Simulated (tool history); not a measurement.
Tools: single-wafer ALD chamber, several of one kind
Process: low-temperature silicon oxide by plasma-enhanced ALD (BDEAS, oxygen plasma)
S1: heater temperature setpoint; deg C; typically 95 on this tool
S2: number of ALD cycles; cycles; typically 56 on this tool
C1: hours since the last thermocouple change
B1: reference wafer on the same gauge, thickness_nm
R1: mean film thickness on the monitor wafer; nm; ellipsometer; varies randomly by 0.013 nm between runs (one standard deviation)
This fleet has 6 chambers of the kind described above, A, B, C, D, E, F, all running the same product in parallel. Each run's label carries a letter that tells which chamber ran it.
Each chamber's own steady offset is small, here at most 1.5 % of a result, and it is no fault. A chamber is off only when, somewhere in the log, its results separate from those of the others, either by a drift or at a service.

{"run": "1D", "hour": 7.8, "S1": 95, "S2": 56, "C1": 1569.3, "B1": 7.7586, "R1": 8.1216}
{"run": "2E", "hour": 14.7, "S1": 95, "S2": 56, "C1": 1938.6, "B1": 7.7599, "R1": 8.2541}
{"run": "3C", "hour": 24.4, "S1": 95, "S2": 56, "C1": 1587.1, "B1": 7.7611, "R1": 8.2512}
{"run": "4B", "hour": 34.4, "S1": 95, "S2": 56, "C1": 1786.5, "B1": 7.7662, "R1": 8.1576}
{"run": "5F", "hour": 46.1, "S1": 95, "S2": 56, "C1": 1078.6, "B1": 7.7678, "R1": 8.1701}
{"hour": 52.7, "done": "chamber C: thermocouple changed; heater temperature recalibrated"}
{"run": "6A", "hour": 53.2, "S1": 89, "S2": 56, "C1": 1660.2, "B1": 7.7665, "R1": 8.3855}
{"run": "7F", "hour": 60.8, "S1": 89, "S2": 56, "C1": 1093.3, "B1": 7.7666, "R1": 8.326}
{"run": "8C", "hour": 69.0, "S1": 89, "S2": 56, "C1": 16.4, "B1": 7.7706, "R1": 8.4486}
{"run": "9B", "hour": 78.1, "S1": 89, "S2": 56, "C1": 1830.2, "B1": 7.7718, "R1": 8.3189}
{"run": "10D", "hour": 86.4, "S1": 89, "S2": 56, "C1": 1647.9, "B1": 7.7766, "R1": 8.3342}
{"run": "11A", "hour": 92.2, "S1": 89, "S2": 56, "C1": 1699.2, "B1": 7.7735, "R1": 8.416}
{"run": "12E", "hour": 99.6, "S1": 95, "S2": 56, "C1": 2023.5, "B1": 7.7719, "R1": 8.2644}
{"run": "13C", "hour": 106.1, "S1": 95, "S2": 56, "C1": 53.5, "B1": 7.7727, "R1": 8.2856}
{"run": "14F", "hour": 117.4, "S1": 95, "S2": 56, "C1": 1149.9, "B1": 7.7813, "R1": 8.2022}
{"run": "15E", "hour": 123.7, "S1": 95, "S2": 56, "C1": 2047.6, "B1": 7.7753, "R1": 8.2419}
{"run": "16D", "hour": 132.1, "S1": 95, "S2": 56, "C1": 1693.6, "B1": 7.7769, "R1": 8.1446}
{"run": "17B", "hour": 137.8, "S1": 95, "S2": 56, "C1": 1889.9, "B1": 7.7804, "R1": 8.1561}
{"run": "18A", "hour": 146.2, "S1": 95, "S2": 56, "C1": 1753.2, "B1": 7.7779, "R1": 8.2283}
{"run": "19F", "hour": 155.4, "S1": 95, "S2": 56, "C1": 1187.9, "B1": 7.7803, "R1": 8.1832}
{"run": "20A", "hour": 166.0, "S1": 95, "S2": 56, "C1": 1773, "B1": 7.7838, "R1": 8.2507}
{"hour": 169.9, "done": "chamber B: thermocouple changed; heater temperature recalibrated"}
{"run": "21C", "hour": 173.5, "S1": 95, "S2": 56, "C1": 120.9, "B1": 7.7831, "R1": 8.2775}
{"run": "22B", "hour": 183.7, "S1": 95, "S2": 56, "C1": 13.8, "B1": 7.7838, "R1": 8.1631}
{"run": "23E", "hour": 192.1, "S1": 95, "S2": 56, "C1": 2116, "B1": 7.7901, "R1": 8.269}
{"run": "24D", "hour": 199.8, "S1": 95, "S2": 56, "C1": 1761.3, "B1": 7.7872, "R1": 8.1468}
{"run": "25E", "hour": 205.4, "S1": 87, "S2": 66, "C1": 2129.3, "B1": 7.7894, "R1": 10.015}
{"run": "26F", "hour": 217.2, "S1": 87, "S2": 66, "C1": 1249.7, "B1": 7.7882, "R1": 9.931}
{"run": "27B", "hour": 224.3, "S1": 87, "S2": 66, "C1": 54.4, "B1": 7.7896, "R1": 9.9012}
{"run": "28A", "hour": 236.4, "S1": 87, "S2": 66, "C1": 1843.4, "B1": 7.7935, "R1": 9.998}
{"run": "29C", "hour": 242.8, "S1": 87, "S2": 66, "C1": 190.2, "B1": 7.7934, "R1": 10.048}
{"run": "30D", "hour": 253.9, "S1": 87, "S2": 66, "C1": 1815.4, "B1": 7.7963, "R1": 9.8927}
{"run": "31A", "hour": 263.6, "S1": 95, "S2": 56, "C1": 1870.6, "B1": 7.7948, "R1": 8.2709}
{"run": "32F", "hour": 269.3, "S1": 95, "S2": 56, "C1": 1301.8, "B1": 7.799, "R1": 8.1882}
{"run": "33C", "hour": 279.0, "S1": 95, "S2": 56, "C1": 226.4, "B1": 7.7984, "R1": 8.2774}
{"run": "34B", "hour": 289.7, "S1": 95, "S2": 56, "C1": 119.8, "B1": 7.8001, "R1": 8.1583}
{"run": "35E", "hour": 298.9, "S1": 95, "S2": 56, "C1": 2222.8, "B1": 7.8022, "R1": 8.2441}
{"run": "36D", "hour": 305.6, "S1": 95, "S2": 56, "C1": 1867.1, "B1": 7.8029, "R1": 8.1729}
{"run": "37B", "hour": 313.1, "S1": 89, "S2": 67, "C1": 143.2, "B1": 7.8016, "R1": 9.9611}
{"run": "38C", "hour": 320.8, "S1": 89, "S2": 67, "C1": 268.2, "B1": 7.8044, "R1": 10.111}
{"run": "39D", "hour": 328.5, "S1": 89, "S2": 67, "C1": 1890, "B1": 7.8064, "R1": 9.9555}
{"hour": 338.0, "done": "chamber A: thermocouple changed; heater temperature recalibrated"}
{"run": "40F", "hour": 339.3, "S1": 89, "S2": 67, "C1": 1371.8, "B1": 7.8058, "R1": 10.012}
{"run": "41A", "hour": 345.9, "S1": 89, "S2": 67, "C1": 7.9, "B1": 7.8086, "R1": 10.085}
{"run": "42E", "hour": 355.1, "S1": 89, "S2": 67, "C1": 2279, "B1": 7.8081, "R1": 10.14}
{"run": "43F", "hour": 360.8, "S1": 95, "S2": 56, "C1": 1393.3, "B1": 7.81, "R1": 8.2276}

Each of the 6 chambers runs these same settings next. Fill in every chamber's results:
{"run": "44A", "hour": 369.5, "S1": 95, "S2": 56, "R1": "?"}
{"run": "44B", "hour": 369.5, "S1": 95, "S2": 56, "R1": "?"}
{"run": "44C", "hour": 369.5, "S1": 95, "S2": 56, "R1": "?"}
{"run": "44D", "hour": 369.5, "S1": 95, "S2": 56, "R1": "?"}
{"run": "44E", "hour": 369.5, "S1": 95, "S2": 56, "R1": "?"}
{"run": "44F", "hour": 369.5, "S1": 95, "S2": 56, "R1": "?"}

run=44A R1=8.2547
run=44B R1=8.2004
run=44C R1=8.3049
run=44D R1=8.1632
run=44E R1=8.2641
run=44F R1=8.2063

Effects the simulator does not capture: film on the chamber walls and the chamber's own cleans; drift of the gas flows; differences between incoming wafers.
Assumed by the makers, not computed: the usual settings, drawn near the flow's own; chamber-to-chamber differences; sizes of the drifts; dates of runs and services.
